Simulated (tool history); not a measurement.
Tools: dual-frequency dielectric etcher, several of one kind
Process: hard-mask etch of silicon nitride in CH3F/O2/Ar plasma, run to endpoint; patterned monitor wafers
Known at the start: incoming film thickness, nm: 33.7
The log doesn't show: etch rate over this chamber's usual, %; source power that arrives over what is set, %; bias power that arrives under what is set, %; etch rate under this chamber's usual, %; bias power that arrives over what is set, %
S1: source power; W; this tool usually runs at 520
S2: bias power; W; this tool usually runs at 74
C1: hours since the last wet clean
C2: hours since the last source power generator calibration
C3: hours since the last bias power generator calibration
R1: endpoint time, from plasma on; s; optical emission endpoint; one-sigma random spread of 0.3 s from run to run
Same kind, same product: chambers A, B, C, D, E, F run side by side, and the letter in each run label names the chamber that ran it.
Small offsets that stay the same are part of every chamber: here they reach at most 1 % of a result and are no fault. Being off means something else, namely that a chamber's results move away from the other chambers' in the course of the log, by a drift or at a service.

Run 1E, hour 10.2: usual settings; C1 172.4; C2 393.7; C3 1258.0. Result: R1 43.449 s.
Run 2D, hour 18.4: usual settings; C1 255.9; C2 993.8; C3 2270.1. Result: R1 42.974 s.
Run 3C, hour 24.5: usual settings; C1 427.4; C2 2530.3; C3 1588.8. Result: R1 43.888 s.
Run 4B, hour 29.7: usual settings; C1 506.1; C2 1864.7; C3 3030.7. Result: R1 43.942 s.
Run 5A, hour 39.2: usual settings; C1 334.6; C2 1145.7; C3 1325.6. Result: R1 44.016 s.
Run 6F, hour 44.3: usual settings; C1 120.6; C2 1676.9; C3 808.1. Result: R1 43.798 s.
Run 7C, hour 49.4: usual settings; C1 452.3; C2 2555.2; C3 1613.7. Result: R1 43.640 s.
Run 8D, hour 57.9: usual settings; C1 295.4; C2 1033.3; C3 2309.6. Result: R1 43.208 s.
At hour 61.3: chamber B: wet clean of the chamber.
Run 9A, hour 66.1: usual settings; C1 361.5; C2 1172.6; C3 1352.5. Result: R1 43.522 s.
Run 10F, hour 73.8: usual settings; C1 150.1; C2 1706.4; C3 837.6. Result: R1 43.948 s.
Run 11B, hour 82.0: usual settings; C1 20.8; C2 1917.0; C3 3083.0. Result: R1 43.846 s.
At hour 84.8: chamber D: wet clean of the chamber.
At hour 87.0: chamber A: wet clean of the chamber.
Run 12E, hour 91.3: usual settings; C1 253.5; C2 474.8; C3 1339.1. Result: R1 43.779 s.
Run 13D, hour 98.0: usual settings; C1 13.3; C2 1073.4; C3 2349.7. Result: R1 43.021 s.
Run 14A, hour 106.2: usual settings; C1 19.3; C2 1212.7; C3 1392.6. Result: R1 43.916 s.
Run 15B, hour 111.9: usual settings; C1 50.7; C2 1946.9; C3 3112.9. Result: R1 43.618 s.
Run 16E, hour 122.0: usual settings; C1 284.2; C2 505.5; C3 1369.8. Result: R1 43.688 s.
Run 17F, hour 128.4: usual settings; C1 204.7; C2 1761.0; C3 892.2. Result: R1 42.976 s.
Run 18C, hour 137.8: usual settings; C1 540.7; C2 2643.6; C3 1702.1. Result: R1 43.541 s.
Run 19B, hour 143.5: usual settings but S1 600 W; C1 82.3; C2 1978.5; C3 3144.5. Result: R1 42.036 s.
Run 20A, hour 149.7: usual settings but S1 600 W; C1 62.8; C2 1256.2; C3 1436.1. Result: R1 41.200 s.
Run 21F, hour 154.8: usual settings but S1 600 W; C1 231.1; C2 1787.4; C3 918.6. Result: R1 40.717 s.
Run 22C, hour 162.6: usual settings but S1 600 W; C1 565.5; C2 2668.4; C3 1726.9. Result: R1 41.483 s.
At hour 170.8: chamber C: wet clean of the chamber.
Run 23E, hour 173.1: usual settings but S1 600 W; C1 335.3; C2 556.6; C3 1420.9. Result: R1 41.543 s.
Run 24D, hour 180.7: usual settings but S1 600 W; C1 96.0; C2 1156.1; C3 2432.4. Result: R1 40.655 s.
Run 25C, hour 188.0: usual settings; C1 17.3; C2 2693.8; C3 1752.3. Result: R1 43.935 s.
Run 26A, hour 198.3: usual settings; C1 111.4; C2 1304.8; C3 1484.7. Result: R1 43.507 s.
Run 27E, hour 204.2: usual settings; C1 366.4; C2 587.7; C3 1452.0. Result: R1 43.664 s.
Run 28B, hour 210.5: usual settings; C1 149.3; C2 2045.5; C3 3211.5. Result: R1 43.791 s.
Run 29D, hour 217.3: usual settings; C1 132.6; C2 1192.7; C3 2469.0. Result: R1 43.481 s.
Run 30F, hour 227.3: usual settings; C1 303.6; C2 1859.9; C3 991.1. Result: R1 42.138 s.
Run 31B, hour 236.2: usual settings; C1 175.0; C2 2071.2; C3 3237.2. Result: R1 43.467 s.
Run 32A, hour 241.6: usual settings; C1 154.7; C2 1348.1; C3 1528.0. Result: R1 43.672 s.
Run 33F, hour 247.4: usual settings; C1 323.7; C2 1880.0; C3 1011.2. Result: R1 42.081 s.
Run 34C, hour 253.5: usual settings but S1 420 W; C1 82.8; C2 2759.3; C3 1817.8. Result: R1 47.384 s.
At hour 254.0: chamber E: wet clean of the chamber.
Run 35E, hour 261.0: usual settings but S1 420 W; C1 7.1; C2 644.5; C3 1508.8. Result: R1 47.010 s.
Run 36D, hour 266.4: usual settings but S1 420 W; C1 181.7; C2 1241.8; C3 2518.1. Result: R1 46.760 s.
Run 37B, hour 276.3: usual settings but S1 420 W; C1 215.1; C2 2111.3; C3 3277.3. Result: R1 46.843 s.
Run 38F, hour 284.1: usual settings but S1 420 W; C1 360.4; C2 1916.7; C3 1047.9. Result: R1 45.265 s.
Run 39E, hour 294.3: usual settings but S1 420 W; C1 40.4; C2 677.8; C3 1542.1. Result: R1 46.634 s.

Next, all 6 chambers run the settings below, one line each with question marks for the results. What does each chamber give?
Run 40A, hour 302.2: usual settings. Result: R1 ?.
Run 40B, hour 302.2: usual settings. Result: R1 ?.
Run 40C, hour 302.2: usual settings. Result: R1 ?.
Run 40D, hour 302.2: usual settings. Result: R1 ?.
Run 40E, hour 302.2: usual settings. Result: R1 ?.
Run 40F, hour 302.2: usual settings. Result: R1 ?.

run      R1
40A  43.898
40B  44.119
40C  44.046
40D  43.064
40E  43.919
40F  41.233
